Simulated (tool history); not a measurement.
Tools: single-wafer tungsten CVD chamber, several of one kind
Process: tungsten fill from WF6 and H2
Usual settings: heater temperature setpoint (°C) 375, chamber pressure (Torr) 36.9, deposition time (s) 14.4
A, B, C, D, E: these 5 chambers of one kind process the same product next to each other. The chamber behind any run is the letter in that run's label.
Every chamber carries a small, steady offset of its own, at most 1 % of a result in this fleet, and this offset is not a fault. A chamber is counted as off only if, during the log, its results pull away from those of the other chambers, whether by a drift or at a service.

run   hour  heater temperature setpoint (°C)  chamber pressure (Torr)  deposition time (s)  hours since the last thermocouple change  hours since the last manometer calibration  read-back reference wafer on the same gauge, thickness_nm  mean film thickness on the monitor wafer (Å)
 1C    9.5                               375                     36.9                 14.4                                      46.1                                      1142.2                                                     32.173                                        278.39
 2D   22.8                               375                     36.9                 14.4                                    1978.4                                        31.6                                                     32.199                                         279.5
 3A   35.6                               375                     36.9                 14.4                                    1641.5                                       626.1                                                     32.184                                        281.05
 4E   44.8                               375                     36.9                 14.4                                     520.8                                       251.6                                                      32.18                                        285.07
 5B   57.5                               375                     36.9                 14.4                                     780.1                                      1104.5                                                      32.25                                        281.29
 6A   63.9                               375                     36.9                 14.4                                    1669.8                                       654.4                                                     32.176                                        285.06
 7B     74                               375                     36.9                 14.4                                     796.6                                        1121                                                     32.149                                        282.51
 8C   84.2                               375                     36.9                 14.4                                     120.8                                      1216.9                                                     32.141                                        279.01
 9D   98.2                               375                     36.9                 14.4                                    2053.8                                         107                                                     32.225                                         280.8
10E  108.4                               375                     36.9                 14.4                                     584.4                                       315.2                                                     32.235                                        283.67
11D  115.8                               375                     36.9                 14.4                                    2071.4                                       124.6                                                     32.216                                        281.75
12A  127.3                               375                     36.9                 14.4                                    1733.2                                       717.8                                                     32.171                                        282.21
13C  135.2                               375                     36.9                 14.4                                     171.8                                      1267.9                                                     32.205                                        280.15
14B  149.3                               375                     36.9                 14.4                                     871.9                                      1196.3                                                     32.172                                        281.65
15E  162.3                               375                     36.9                 14.4                                     638.3                                       369.1                                                      32.21                                        283.95
16D  171.3                               375                     36.9                 14.4                                    2126.9                                       180.1                                                     32.171                                        277.61
17B  181.5                               375                     36.9                 14.4                                     904.1                                      1228.5                                                     32.199                                        283.57
     191.6  -- chamber C: capacitance manometer re-zeroed and calibrated
18E  191.8                               375                     36.9                 14.4                                     667.8                                       398.6                                                     32.208                                        283.86
19C  202.4                               375                     36.9                 14.4                                       239                                        10.8                                                     32.208                                        278.05
20A  209.7                               375                     36.9                 14.4                                    1815.6                                       800.2                                                     32.201                                        283.95
     211.8  -- chamber D: thermocouple changed; heater temperature recalibrated
21B    218                               375                     36.9                 14.4                                     940.6                                        1265                                                     32.216                                        284.18
22D  225.1                               375                     34.1                 14.4                                      13.4                                       233.9                                                     32.178                                        282.82
23E  235.2                               375                     34.1                 14.4                                     711.2                                         442                                                     32.193                                        274.77
24C  245.2                               375                     34.1                 14.4                                     281.8                                        53.6                                                     32.188                                        271.17
     247.1  -- chamber B: thermocouple changed; heater temperature recalibrated
25A  254.1                               375                     34.1                 14.4                                      1860                                       844.6                                                     32.214                                        272.04
26B  262.9                               375                     34.1                 14.4                                      15.9                                      1309.9                                                     32.211                                         272.2
27C  269.2                               367                     42.2                 14.4                                     305.8                                        77.6                                                     32.218                                        254.94
28E  281.2                               367                     42.2                 14.4                                     757.2                                         488                                                     32.225                                        256.54
29A  295.2                               367                     42.2                 14.4                                    1901.1                                       885.7                                                     32.213                                        253.99
30D  306.5                               367                     42.2                 14.4                                      94.8                                       315.3                                                     32.198                                        265.97
31E  319.6                               367                     42.2                 14.4                                     795.6                                       526.4                                                     32.242                                        257.19
32D  327.7                               375                     36.9                 14.4                                       116                                       336.5                                                     32.198                                        296.02

Does one chamber stand apart from the rest, does the shared gauge drift, or is all well apart from small per-chamber offsets? Give the chamber and the most likely cause, where there is one.

Chamber D has stood off from the others ever since a service on it.
Cause: wafer temperature above the value expected at the setpoint (K) = 2.48.

Here are 4 candidates for chamber D's next run, each the usual settings with a change, their results left as question marks. Which one brings its results back in line with what the others give on the usual settings?
Maximum distance from the other chambers' mean on the usual settings for a result to count as in line: mean film thickness on the monitor wafer (Å) 4.6
33D-1  338.1                               375                     37.6                 14.4                                                                                                                                                                                              ?
33D-2  338.1                               374                     36.6                 14.2                                                                                                                                                                                              ?
33D-3  338.1                               375                     36.9                 14.3                                                                                                                                                                                              ?
33D-4  338.1                               375                     39.9                 14.4                                                                                                                                                                                              ?

The other chambers' mean on the usual settings: mean film thickness on the monitor wafer (Å) 283.14
  run  mean film thickness on the monitor wafer (Å)
33D-1                                        296.75
33D-2                                        283.03
33D-3                                        292.07
33D-4                                        305.22
The right change is 33D-2: it brings the chamber back within the allowed miss of the others.
